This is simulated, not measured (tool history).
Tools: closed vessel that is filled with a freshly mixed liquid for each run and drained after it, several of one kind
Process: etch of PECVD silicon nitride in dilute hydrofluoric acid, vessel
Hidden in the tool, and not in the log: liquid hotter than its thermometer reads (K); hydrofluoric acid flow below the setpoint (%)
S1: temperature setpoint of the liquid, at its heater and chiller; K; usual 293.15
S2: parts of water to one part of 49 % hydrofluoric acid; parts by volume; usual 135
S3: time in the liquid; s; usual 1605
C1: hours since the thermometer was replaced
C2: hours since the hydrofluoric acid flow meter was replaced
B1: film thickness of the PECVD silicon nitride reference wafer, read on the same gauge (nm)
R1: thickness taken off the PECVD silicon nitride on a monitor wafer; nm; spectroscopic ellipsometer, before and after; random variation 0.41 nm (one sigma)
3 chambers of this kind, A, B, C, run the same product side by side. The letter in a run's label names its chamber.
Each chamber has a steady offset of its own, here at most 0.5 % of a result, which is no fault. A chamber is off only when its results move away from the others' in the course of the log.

Run 1A, hour 9.6: usual settings; C1 1081.6; C2 1201.2; B1 120.01. Result: R1 51.857 nm.
Run 2C, hour 23.3: usual settings; C1 736.9; C2 439.4; B1 120.04. Result: R1 52.171 nm.
Run 3B, hour 32.1: usual settings; C1 287; C2 177.4; B1 120.03. Result: R1 51.812 nm.
Run 4C, hour 47.4: usual settings; C1 761; C2 463.5; B1 119.98. Result: R1 52.379 nm.
Run 5A, hour 55.2: usual settings; C1 1127.2; C2 1246.8; B1 120.01. Result: R1 52.076 nm.
At hour 66.9: chamber C: thermometer replaced.
Run 6B, hour 69.3: usual settings; C1 324.2; C2 214.6; B1 120.02. Result: R1 51.267 nm.
Run 7A, hour 81.8: usual settings; C1 1153.8; C2 1273.4; B1 120.02. Result: R1 52.264 nm.
Run 8C, hour 91: usual settings; C1 24.2; C2 507.1; B1 120.04. Result: R1 51.654 nm.
Run 9B, hour 106.5: usual settings; C1 361.4; C2 251.8; B1 119.95. Result: R1 51.735 nm.
Run 10A, hour 120.6: usual settings but S2 200 parts by volume, S3 2280 s; C1 1192.6; C2 1312.2; B1 120.03. Result: R1 51.046 nm.
Run 11C, hour 130.9: usual settings but S2 200 parts by volume, S3 2280 s; C1 64.1; C2 547; B1 120. Result: R1 50.389 nm.
Run 12B, hour 138.8: usual settings but S2 200 parts by volume, S3 2280 s; C1 393.7; C2 284.1; B1 119.99. Result: R1 50.474 nm.
Run 13A, hour 146.2: usual settings; C1 1218.2; C2 1337.8; B1 120.02. Result: R1 52.27 nm.
Run 14C, hour 159.3: usual settings; C1 92.5; C2 575.4; B1 119.98. Result: R1 51.248 nm.
Run 15B, hour 174.7: usual settings; C1 429.6; C2 320; B1 120.02. Result: R1 52.854 nm.
Run 16B, hour 184.6: usual settings; C1 439.5; C2 329.9; B1 119.98. Result: R1 52.329 nm.
Run 17A, hour 192.7: usual settings; C1 1264.7; C2 1384.3; B1 120.02. Result: R1 51.678 nm.
Run 18C, hour 206.1: usual settings; C1 139.3; C2 622.2; B1 119.97. Result: R1 51.485 nm.
Run 19C, hour 221.6: usual settings; C1 154.8; C2 637.7; B1 120. Result: R1 51.9 nm.
Run 20A, hour 231.8: usual settings but S2 180 parts by volume, S3 830 s; C1 1303.8; C2 1423.4; B1 120.01. Result: R1 20.34 nm.
Run 21B, hour 245.9: usual settings but S2 180 parts by volume, S3 830 s; C1 500.8; C2 391.2; B1 119.97. Result: R1 20.659 nm.
Run 22A, hour 259: usual settings but S2 180 parts by volume, S3 830 s; C1 1331; C2 1450.6; B1 119.99. Result: R1 20.305 nm.
Run 23C, hour 267.8: usual settings; C1 201; C2 683.9; B1 120. Result: R1 51.665 nm.
Run 24B, hour 281.2: usual settings; C1 536.1; C2 426.5; B1 120.01. Result: R1 53.104 nm.
Run 25C, hour 295.7: usual settings; C1 228.9; C2 711.8; B1 119.98. Result: R1 51.693 nm.
Run 26B, hour 308.9: usual settings; C1 563.8; C2 454.2; B1 119.96. Result: R1 54.412 nm.
Run 27A, hour 320.4: usual settings but S2 175 parts by volume, S3 2140 s; C1 1392.4; C2 1512; B1 119.98. Result: R1 53.706 nm.
Run 28A, hour 335.6: usual settings but S2 175 parts by volume, S3 2140 s; C1 1407.6; C2 1527.2; B1 120.01. Result: R1 54.247 nm.
Run 29C, hour 344.1: usual settings but S2 175 parts by volume, S3 2140 s; C1 277.3; C2 760.2; B1 119.99. Result: R1 53.222 nm.
Run 30B, hour 355.3: usual settings; C1 610.2; C2 500.6; B1 120.07. Result: R1 54.426 nm.
Run 31A, hour 370: usual settings; C1 1442; C2 1561.6; B1 119.97. Result: R1 52.331 nm.
Run 32B, hour 380.8: usual settings; C1 635.7; C2 526.1; B1 119.98. Result: R1 55.113 nm.
Run 33C, hour 390.5: usual settings; C1 323.7; C2 806.6; B1 120.02. Result: R1 51.771 nm.
Run 34A, hour 402.4: usual settings but S2 175 parts by volume; C1 1474.4; C2 1594; B1 120.03. Result: R1 41.056 nm.
Run 35C, hour 415.9: usual settings but S2 175 parts by volume; C1 349.1; C2 832; B1 120.02. Result: R1 39.945 nm.
At hour 423.9: chamber B: hydrofluoric acid flow meter replaced.
Run 36B, hour 425.7: usual settings but S2 175 parts by volume; C1 680.6; C2 1.9; B1 120.03. Result: R1 43.326 nm.
Run 37C, hour 440.7: usual settings; C1 373.9; C2 856.8; B1 119.96. Result: R1 51.408 nm.
Run 38B, hour 450.5: usual settings; C1 705.4; C2 26.7; B1 119.98. Result: R1 55.394 nm.
Run 39A, hour 463.9: usual settings; C1 1535.9; C2 1655.5; B1 120.02. Result: R1 51.808 nm.
Run 40C, hour 474.8: usual settings; C1 408; C2 890.9; B1 120.02. Result: R1 52.412 nm.
Run 41A, hour 490: usual settings; C1 1562; C2 1681.6; B1 120.02. Result: R1 52.919 nm.
Run 42B, hour 500.6: usual settings; C1 755.5; C2 76.8; B1 120.05. Result: R1 56.61 nm.
Run 43C, hour 508.9: usual settings; C1 442.1; C2 925; B1 119.98. Result: R1 51.921 nm.

Next, every chamber runs the same settings. What will each give?
Run 44A, hour 520.4: usual settings but S1 296.15 K. Result: R1 ?.
Run 44B, hour 520.4: usual settings but S1 296.15 K. Result: R1 ?.
Run 44C, hour 520.4: usual settings but S1 296.15 K. Result: R1 ?.

run      R1
44A  63.155
44B   67.78
44C  62.733
